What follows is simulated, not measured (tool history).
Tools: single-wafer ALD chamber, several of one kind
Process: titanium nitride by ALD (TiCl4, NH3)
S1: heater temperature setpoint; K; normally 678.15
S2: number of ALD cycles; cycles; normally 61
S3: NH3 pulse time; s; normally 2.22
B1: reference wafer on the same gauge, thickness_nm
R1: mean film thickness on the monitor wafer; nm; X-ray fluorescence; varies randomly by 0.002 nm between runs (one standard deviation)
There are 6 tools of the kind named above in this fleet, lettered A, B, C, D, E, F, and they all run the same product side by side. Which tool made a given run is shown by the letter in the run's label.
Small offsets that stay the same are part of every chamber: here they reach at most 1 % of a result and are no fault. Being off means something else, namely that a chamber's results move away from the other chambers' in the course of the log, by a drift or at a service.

Run 1A, hour 12.7: usual settings; B1 1.5603. Result: R1 1.3589 nm.
Run 2F, hour 25.7: usual settings; B1 1.561. Result: R1 1.3447 nm.
Run 3E, hour 39.7: usual settings; B1 1.5609. Result: R1 1.3551 nm.
At hour 45.1: chamber D: thermocouple changed; heater temperature recalibrated.
Run 4B, hour 47.8: usual settings; B1 1.5605. Result: R1 1.3502 nm.
Run 5D, hour 59.7: usual settings; B1 1.5611. Result: R1 1.3593 nm.
Run 6C, hour 71.7: usual settings; B1 1.5615. Result: R1 1.3493 nm.
Run 7A, hour 88: usual settings; B1 1.5619. Result: R1 1.3579 nm.
Run 8B, hour 103.8: usual settings; B1 1.5624. Result: R1 1.3513 nm.
Run 9C, hour 120.3: usual settings; B1 1.5624. Result: R1 1.3523 nm.
Run 10D, hour 129.3: usual settings; B1 1.5624. Result: R1 1.3623 nm.
Run 11F, hour 139.8: usual settings; B1 1.5626. Result: R1 1.3419 nm.
Run 12E, hour 152.6: usual settings; B1 1.5632. Result: R1 1.3587 nm.
Run 13B, hour 163.2: usual settings but S3 2.6 s; B1 1.5631. Result: R1 1.358 nm.
Run 14D, hour 173.4: usual settings but S3 2.6 s; B1 1.5629. Result: R1 1.3664 nm.
Run 15C, hour 186.1: usual settings but S3 2.6 s; B1 1.5637. Result: R1 1.3608 nm.
Run 16E, hour 193.3: usual settings but S3 2.6 s; B1 1.564. Result: R1 1.3658 nm.
Run 17A, hour 206: usual settings but S3 2.6 s; B1 1.5643. Result: R1 1.3719 nm.
Run 18F, hour 214.2: usual settings but S3 2.6 s; B1 1.5647. Result: R1 1.3534 nm.
Run 19C, hour 221.8: usual settings; B1 1.5642. Result: R1 1.3553 nm.
Run 20E, hour 235.2: usual settings; B1 1.5643. Result: R1 1.3603 nm.
Run 21B, hour 243.1: usual settings; B1 1.5652. Result: R1 1.3538 nm.
Run 22F, hour 255.3: usual settings; B1 1.5648. Result: R1 1.3475 nm.
Run 23D, hour 267.7: usual settings; B1 1.566. Result: R1 1.3664 nm.
Run 24A, hour 276.4: usual settings; B1 1.5652. Result: R1 1.3651 nm.
Run 25C, hour 290.6: usual settings; B1 1.5659. Result: R1 1.3546 nm.
Run 26D, hour 301.9: usual settings; B1 1.5661. Result: R1 1.3614 nm.
Run 27E, hour 313.8: usual settings; B1 1.5662. Result: R1 1.3637 nm.
Run 28B, hour 328.9: usual settings but S3 2.87 s; B1 1.5666. Result: R1 1.3685 nm.
Run 29F, hour 345.1: usual settings but S3 2.87 s; B1 1.5668. Result: R1 1.3633 nm.
Run 30A, hour 353.5: usual settings but S3 2.87 s; B1 1.5674. Result: R1 1.3751 nm.
Run 31E, hour 368.5: usual settings but S3 2.87 s; B1 1.5672. Result: R1 1.3721 nm.
Run 32F, hour 375.7: usual settings but S3 2.87 s; B1 1.5673. Result: R1 1.361 nm.
Run 33B, hour 391.1: usual settings but S3 2.87 s; B1 1.5672. Result: R1 1.3676 nm.
Run 34D, hour 406.9: usual settings; B1 1.5678. Result: R1 1.3615 nm.
Run 35C, hour 416.9: usual settings; B1 1.5685. Result: R1 1.3594 nm.
Run 36A, hour 424.9: usual settings but S2 68 cycles; B1 1.5681. Result: R1 1.522 nm.
Run 37A, hour 436.4: usual settings but S2 68 cycles; B1 1.568. Result: R1 1.525 nm.
Run 38C, hour 452.5: usual settings but S2 68 cycles; B1 1.5691. Result: R1 1.5204 nm.
Run 39D, hour 465.8: usual settings but S2 68 cycles; B1 1.5692. Result: R1 1.5217 nm.

For the next run the whole fleet of 6 chambers uses the same settings. Give each chamber's results:
Run 40A, hour 477.7: usual settings but S2 50 cycles. Result: R1 ?.
Run 40B, hour 477.7: usual settings but S2 50 cycles. Result: R1 ?.
Run 40C, hour 477.7: usual settings but S2 50 cycles. Result: R1 ?.
Run 40D, hour 477.7: usual settings but S2 50 cycles. Result: R1 ?.
Run 40E, hour 477.7: usual settings but S2 50 cycles. Result: R1 ?.
Run 40F, hour 477.7: usual settings but S2 50 cycles. Result: R1 ?.

run      R1
40A  1.1167
40B  1.1153
40C  1.1159
40D  1.1159
40E  1.1181
40F  1.1065

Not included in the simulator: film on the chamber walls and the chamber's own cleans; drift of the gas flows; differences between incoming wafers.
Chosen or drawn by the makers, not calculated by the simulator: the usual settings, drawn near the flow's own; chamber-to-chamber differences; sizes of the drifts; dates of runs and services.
